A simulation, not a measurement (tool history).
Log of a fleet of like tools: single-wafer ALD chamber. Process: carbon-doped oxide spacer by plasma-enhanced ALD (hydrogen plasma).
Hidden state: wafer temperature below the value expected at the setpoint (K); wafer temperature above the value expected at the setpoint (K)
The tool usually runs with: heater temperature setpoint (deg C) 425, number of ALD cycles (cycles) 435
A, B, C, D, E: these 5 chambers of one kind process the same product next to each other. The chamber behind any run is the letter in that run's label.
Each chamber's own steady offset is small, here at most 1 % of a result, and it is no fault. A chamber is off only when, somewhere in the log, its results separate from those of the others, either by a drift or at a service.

run   hour  heater temperature setpoint (deg C)  number of ALD cycles (cycles)  hours since the last thermocouple change  read-back reference wafer on the same gauge, thickness_nm  mean film thickness on the monitor wafer (angstrom)
 1E    3.9                                  425                            435                                     646.8                                                     19.608                                               199.91
 2D    9.7                                  425                            435                                    1754.2                                                     19.601                                               201.39
 3C   15.3                                  425                            435                                     311.5                                                     19.610                                               201.94
 4B   21.9                                  425                            435                                    1250.4                                                     19.615                                               200.89
 5A   28.0                                  425                            435                                     544.8                                                     19.610                                               200.47
 6A   34.8                                  425                            435                                     551.6                                                     19.617                                               200.54
 7D   38.7                                  425                            435                                    1783.2                                                     19.614                                               201.93
 8C   43.2                                  425                            435                                     339.4                                                     19.618                                               201.41
 9E   49.2                                  425                            435                                     692.1                                                     19.621                                               200.05
10B   54.9                                  425                            435                                    1283.4                                                     19.624                                               201.84
11A   61.5                                  425                            435                                     578.3                                                     19.628                                               201.27
12B   65.5                                  425                            435                                    1294.0                                                     19.633                                               201.58
13C   72.5                                  425                            435                                     368.7                                                     19.637                                               201.62
14D   79.2                                  425                            435                                    1823.7                                                     19.640                                               201.92
15E   85.2                                  425                            435                                     728.1                                                     19.638                                               200.52
16D   89.5                                  425                            435                                    1834.0                                                     19.646                                               201.82
17A   95.0                                  425                            435                                     611.8                                                     19.648                                               201.45
18C  100.1                                  425                            435                                     396.3                                                     19.638                                               202.06
19B  104.8                                  425                            435                                    1333.3                                                     19.652                                               201.52
20E  112.0                                  425                            435                                     754.9                                                     19.651                                               200.55
21D  118.1                                  425                            435                                    1862.6                                                     19.654                                               201.69
22C  125.3                                  425                            435                                     421.5                                                     19.665                                               202.45
23E  129.1                                  425                            435                                     772.0                                                     19.665                                               200.73
24B  134.7                                  425                            435                                    1363.2                                                     19.658                                               201.47
25A  139.8                                  425                            435                                     656.6                                                     19.665                                               201.44
26D  143.0                                  425                            435                                    1887.5                                                     19.666                                               202.07
27A  146.7                                  425                            435                                     663.5                                                     19.666                                               201.72
28E  151.0                                  425                            399                                     793.9                                                     19.673                                               184.23
29B  155.8                                  425                            399                                    1384.3                                                     19.674                                               185.54
30C  161.9                                  425                            399                                     458.1                                                     19.683                                               185.96
31E  167.0                                  425                            399                                     809.9                                                     19.680                                               184.29
32D  171.6                                  425                            399                                    1916.1                                                     19.674                                               185.23
33B  179.0                                  425                            435                                    1407.5                                                     19.691                                               202.08
34C  182.6                                  425                            435                                     478.8                                                     19.684                                               202.35
35A  187.4                                  425                            435                                     704.2                                                     19.685                                               201.38
36B  192.7                                  425                            435                                    1421.2                                                     19.690                                               202.62
37D  197.5                                  425                            435                                    1942.0                                                     19.692                                               202.18
38C  200.9                                  425                            435                                     497.1                                                     19.692                                               202.50
39A  204.4                                  434                            359                                     721.2                                                     19.695                                               161.82
40E  209.8                                  434                            359                                     852.7                                                     19.700                                               161.28
41E  214.1                                  434                            359                                     857.0                                                     19.704                                               161.32

Each of the 5 chambers runs these same settings next. Fill in every chamber's results:
42A  219.4                                  425                            515                                                                                                                                                         ?
42B  219.4                                  425                            515                                                                                                                                                         ?
42C  219.4                                  425                            515                                                                                                                                                         ?
42D  219.4                                  425                            515                                                                                                                                                         ?
42E  219.4                                  425                            515                                                                                                                                                         ?

run  mean film thickness on the monitor wafer (angstrom)
42A                                               239.18
42B                                               239.91
42C                                               240.10
42D                                               239.71
42E                                               238.19
